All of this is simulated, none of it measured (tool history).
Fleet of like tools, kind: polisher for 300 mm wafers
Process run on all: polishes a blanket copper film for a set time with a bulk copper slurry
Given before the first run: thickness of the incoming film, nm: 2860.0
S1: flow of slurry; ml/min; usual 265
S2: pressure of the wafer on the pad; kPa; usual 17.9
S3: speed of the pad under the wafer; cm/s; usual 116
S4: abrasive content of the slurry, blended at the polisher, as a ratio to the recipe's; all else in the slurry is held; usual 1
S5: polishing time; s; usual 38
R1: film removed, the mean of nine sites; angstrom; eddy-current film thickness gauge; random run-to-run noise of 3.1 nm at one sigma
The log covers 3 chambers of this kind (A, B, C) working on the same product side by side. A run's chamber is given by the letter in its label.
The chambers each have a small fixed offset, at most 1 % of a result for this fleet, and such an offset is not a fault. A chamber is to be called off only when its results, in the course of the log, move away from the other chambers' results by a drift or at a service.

Run 1B, hour 15.2: usual settings. Result: R1 3859 angstrom.
At hour 19.4: chamber A: worn pad replaced by a new one.
Run 2A, hour 22.8: usual settings. Result: R1 3886.6 angstrom.
At hour 23.5: chamber C: slurry blender recalibrated.
At hour 25.4: chamber B: worn pad replaced by a new one.
Run 3C, hour 31.3: usual settings. Result: R1 3969.8 angstrom.
Run 4B, hour 41.4: usual settings. Result: R1 3848.7 angstrom.
Run 5C, hour 54.4: usual settings. Result: R1 3944.5 angstrom.
At hour 60.6: chamber C: worn pad replaced by a new one.
Run 6A, hour 66.8: usual settings. Result: R1 3889.6 angstrom.
Run 7B, hour 76.1: usual settings. Result: R1 3856.2 angstrom.
At hour 81.3: chamber A: slurry blender recalibrated.
Run 8C, hour 85.3: usual settings. Result: R1 3923.8 angstrom.
Run 9A, hour 95.3: usual settings but S5 48 s. Result: R1 4894.5 angstrom.
At hour 103.3: chamber B: worn pad replaced by a new one.
Run 10A, hour 103.4: usual settings but S5 48 s. Result: R1 4853.8 angstrom.
Run 11B, hour 113.4: usual settings but S5 48 s. Result: R1 4864.1 angstrom.
At hour 114.4: chamber A: worn pad replaced by a new one.
At hour 115.9: chamber B: slurry blender recalibrated.
Run 12C, hour 122.7: usual settings. Result: R1 3905 angstrom.
Run 13B, hour 130.4: usual settings. Result: R1 3832.9 angstrom.
Run 14A, hour 142.7: usual settings but S3 128 cm/s. Result: R1 4291.5 angstrom.
Run 15C, hour 153: usual settings but S3 128 cm/s. Result: R1 4316.3 angstrom.
At hour 155.5: chamber C: worn pad replaced by a new one.
At hour 159.1: chamber B: slurry nozzle cleaned.
Run 16A, hour 162.1: usual settings but S3 128 cm/s. Result: R1 4250 angstrom.
Run 17B, hour 170.4: usual settings. Result: R1 3808.5 angstrom.
Run 18C, hour 181.9: usual settings. Result: R1 3991.3 angstrom.
At hour 191.2: chamber C: head pressure recalibrated.
At hour 191.6: chamber B: worn pad replaced by a new one.
Run 19A, hour 192.5: usual settings. Result: R1 3921.7 angstrom.
Run 20B, hour 205.1: usual settings. Result: R1 3850.4 angstrom.
At hour 206.4: chamber A: worn pad replaced by a new one.
Run 21C, hour 217.7: usual settings. Result: R1 4340.6 angstrom.
At hour 217.9: chamber C: slurry blender recalibrated.
Run 22B, hour 225.5: usual settings. Result: R1 3864.7 angstrom.
Run 23A, hour 238.6: usual settings. Result: R1 3864.1 angstrom.
At hour 248.1: chamber A: slurry blender recalibrated.
Run 24C, hour 253.4: usual settings. Result: R1 4326.2 angstrom.
At hour 260: chamber C: worn pad replaced by a new one.
Run 25C, hour 261.6: usual settings. Result: R1 4345.1 angstrom.
Run 26B, hour 269: usual settings. Result: R1 3818.5 angstrom.
At hour 274.7: chamber B: head pressure recalibrated.
Run 27A, hour 277.9: usual settings but S5 42 s. Result: R1 4262.1 angstrom.
Run 28B, hour 285.7: usual settings but S5 42 s. Result: R1 4280.8 angstrom.
At hour 289.8: chamber A: worn pad replaced by a new one.
At hour 291: chamber B: worn pad replaced by a new one.
Run 29C, hour 294: usual settings but S5 42 s. Result: R1 4708.2 angstrom.
Run 30A, hour 307.7: usual settings but S2 21.4 kPa, S4 1.1. Result: R1 4774.8 angstrom.
At hour 312.7: chamber A: head pressure recalibrated.
Run 31C, hour 319.8: usual settings but S2 21.4 kPa, S4 1.1. Result: R1 5247.4 angstrom.
Run 32A, hour 332.3: usual settings but S2 21.4 kPa, S4 1.1. Result: R1 4737 angstrom.
Run 33B, hour 343.2: usual settings. Result: R1 3832.4 angstrom.
At hour 356.2: chamber C: slurry nozzle cleaned.
Run 34C, hour 358: usual settings. Result: R1 4315.8 angstrom.
Run 35A, hour 368.9: usual settings. Result: R1 3926.1 angstrom.
At hour 373.7: chamber B: slurry nozzle cleaned.
At hour 375.1: chamber B: worn pad replaced by a new one.
At hour 376.8: chamber B: slurry blender recalibrated.
Run 36B, hour 380.2: usual settings. Result: R1 3877.8 angstrom.
At hour 382.7: chamber C: worn pad replaced by a new one.
At hour 385.1: chamber A: worn pad replaced by a new one.
Run 37A, hour 393.8: usual settings. Result: R1 3953.7 angstrom.
Run 38B, hour 400.5: usual settings. Result: R1 3808 angstrom.
Run 39C, hour 413.8: usual settings. Result: R1 4377.1 angstrom.
Run 40A, hour 425.2: usual settings. Result: R1 3848 angstrom.
Run 41C, hour 438.1: usual settings. Result: R1 4277.4 angstrom.
Run 42B, hour 445.3: usual settings. Result: R1 3895.4 angstrom.

Each of the 3 chambers runs these same settings next. Fill in every chamber's results:
Run 43A, hour 456.4: usual settings. Result: R1 ?.
Run 43B, hour 456.4: usual settings. Result: R1 ?.
Run 43C, hour 456.4: usual settings. Result: R1 ?.

run      R1
43A  3873.3
43B  3923.2
43C  4331.4
